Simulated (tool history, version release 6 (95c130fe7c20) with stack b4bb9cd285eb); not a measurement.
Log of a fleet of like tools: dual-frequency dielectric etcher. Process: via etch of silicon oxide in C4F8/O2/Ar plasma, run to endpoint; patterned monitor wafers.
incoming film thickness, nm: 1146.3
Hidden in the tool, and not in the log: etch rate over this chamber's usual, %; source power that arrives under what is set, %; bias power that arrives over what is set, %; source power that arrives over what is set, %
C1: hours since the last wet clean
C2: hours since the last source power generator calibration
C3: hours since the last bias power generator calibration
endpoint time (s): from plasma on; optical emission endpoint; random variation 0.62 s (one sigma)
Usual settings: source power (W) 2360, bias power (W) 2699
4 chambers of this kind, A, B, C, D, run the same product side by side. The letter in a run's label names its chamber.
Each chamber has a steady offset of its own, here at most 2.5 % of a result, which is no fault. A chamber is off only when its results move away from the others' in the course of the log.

run 1C hour=5 | source_power_(W)=2360 bias_power_(W)=2699 | C1=323 C2=2282.3 C3=694.8 | endpoint_time_(s)=192
run 2D hour=9.8 | source_power_(W)=2360 bias_power_(W)=2699 | C1=27.1 C2=4820.3 C3=2627.4 | endpoint_time_(s)=195.94
run 3A hour=14.1 | source_power_(W)=2360 bias_power_(W)=2699 | C1=214.7 C2=113.2 C3=929.5 | endpoint_time_(s)=193.22
run 4B hour=16.7 | source_power_(W)=2360 bias_power_(W)=2699 | C1=227.5 C2=518.4 C3=1392.8 | endpoint_time_(s)=199.09
run 5B hour=19.8 | source_power_(W)=2360 bias_power_(W)=2699 | C1=230.6 C2=521.5 C3=1395.9 | endpoint_time_(s)=198.03
run 6A hour=24.1 | source_power_(W)=2360 bias_power_(W)=2699 | C1=224.7 C2=123.2 C3=939.5 | endpoint_time_(s)=194.32
run 7C hour=28.2 | source_power_(W)=2360 bias_power_(W)=2699 | C1=346.2 C2=2305.5 C3=718 | endpoint_time_(s)=192.36
run 8D hour=33 | source_power_(W)=2780 bias_power_(W)=2450 | C1=50.3 C2=4843.5 C3=2650.6 | endpoint_time_(s)=188.6
run 9B hour=36.7 | source_power_(W)=2780 bias_power_(W)=2450 | C1=247.5 C2=538.4 C3=1412.8 | endpoint_time_(s)=189.83
run 10A hour=41.1 | source_power_(W)=2780 bias_power_(W)=2450 | C1=241.7 C2=140.2 C3=956.5 | endpoint_time_(s)=187.05
run 11D hour=46.5 | source_power_(W)=2780 bias_power_(W)=2450 | C1=63.8 C2=4857 C3=2664.1 | endpoint_time_(s)=188.49
run 12C hour=51.4 | source_power_(W)=2360 bias_power_(W)=2699 | C1=369.4 C2=2328.7 C3=741.2 | endpoint_time_(s)=191.45
run 13B hour=55 | source_power_(W)=2360 bias_power_(W)=2699 | C1=265.8 C2=556.7 C3=1431.1 | endpoint_time_(s)=198.96
run 14D hour=58 | source_power_(W)=2360 bias_power_(W)=2699 | C1=75.3 C2=4868.5 C3=2675.6 | endpoint_time_(s)=196.52
run 15A hour=60.9 | source_power_(W)=2360 bias_power_(W)=2699 | C1=261.5 C2=160 C3=976.3 | endpoint_time_(s)=193.6
run 16C hour=65.3 | source_power_(W)=2360 bias_power_(W)=2699 | C1=383.3 C2=2342.6 C3=755.1 | endpoint_time_(s)=190.38
run 17A hour=70 | source_power_(W)=2830 bias_power_(W)=2699 | C1=270.6 C2=169.1 C3=985.4 | endpoint_time_(s)=179.41
run 18C hour=72.7 | source_power_(W)=2830 bias_power_(W)=2699 | C1=390.7 C2=2350 C3=762.5 | endpoint_time_(s)=177.85
run 19B hour=75.8 | source_power_(W)=2830 bias_power_(W)=2699 | C1=286.6 C2=577.5 C3=1451.9 | endpoint_time_(s)=184.18
run 20D hour=80.2 | source_power_(W)=2830 bias_power_(W)=2699 | C1=97.5 C2=4890.7 C3=2697.8 | endpoint_time_(s)=182.48
run 21B hour=84.6 | source_power_(W)=2360 bias_power_(W)=2699 | C1=295.4 C2=586.3 C3=1460.7 | endpoint_time_(s)=197.01
run 22D hour=88.7 | source_power_(W)=2360 bias_power_(W)=2699 | C1=106 C2=4899.2 C3=2706.3 | endpoint_time_(s)=195.46
run 23A hour=92.5 | source_power_(W)=2360 bias_power_(W)=2699 | C1=293.1 C2=191.6 C3=1007.9 | endpoint_time_(s)=192.48
run 24C hour=97.1 | source_power_(W)=2360 bias_power_(W)=2699 | C1=415.1 C2=2374.4 C3=786.9 | endpoint_time_(s)=189.69
run 25C hour=102.3 | source_power_(W)=2360 bias_power_(W)=2699 | C1=420.3 C2=2379.6 C3=792.1 | endpoint_time_(s)=188.94
run 26B hour=107.1 | source_power_(W)=2360 bias_power_(W)=2699 | C1=317.9 C2=608.8 C3=1483.2 | endpoint_time_(s)=197.6
run 27A hour=111.9 | source_power_(W)=1840 bias_power_(W)=2699 | C1=312.5 C2=211 C3=1027.3 | endpoint_time_(s)=214.05
run 28D hour=114.9 | source_power_(W)=1840 bias_power_(W)=2699 | C1=132.2 C2=4925.4 C3=2732.5 | endpoint_time_(s)=216.47
run 29A hour=118.8 | source_power_(W)=1840 bias_power_(W)=2699 | C1=319.4 C2=217.9 C3=1034.2 | endpoint_time_(s)=213.55
run 30C hour=122.5 | source_power_(W)=1840 bias_power_(W)=2699 | C1=440.5 C2=2399.8 C3=812.3 | endpoint_time_(s)=208.45
run 31B hour=125.2 | source_power_(W)=2360 bias_power_(W)=2699 | C1=336 C2=626.9 C3=1501.3 | endpoint_time_(s)=198.56
run 32D hour=130.6 | source_power_(W)=1790 bias_power_(W)=2699 | C1=147.9 C2=4941.1 C3=2748.2 | endpoint_time_(s)=218.17
run 33C hour=136 | source_power_(W)=1790 bias_power_(W)=2699 | C1=454 C2=2413.3 C3=825.8 | endpoint_time_(s)=210.62
run 34B hour=141.2 | source_power_(W)=1790 bias_power_(W)=2699 | C1=352 C2=642.9 C3=1517.3 | endpoint_time_(s)=220.64

All 4 chambers run these settings next. Forecast each chamber's results:
run 35A hour=145.2 | source_power_(W)=2360 bias_power_(W)=2158 | endpoint_time_(s)=?
run 35B hour=145.2 | source_power_(W)=2360 bias_power_(W)=2158 | endpoint_time_(s)=?
run 35C hour=145.2 | source_power_(W)=2360 bias_power_(W)=2158 | endpoint_time_(s)=?
run 35D hour=145.2 | source_power_(W)=2360 bias_power_(W)=2158 | endpoint_time_(s)=?

run=35A endpoint_time_(s)=206.33
run=35B endpoint_time_(s)=211.11
run=35C endpoint_time_(s)=200.85
run=35D endpoint_time_(s)=209.14
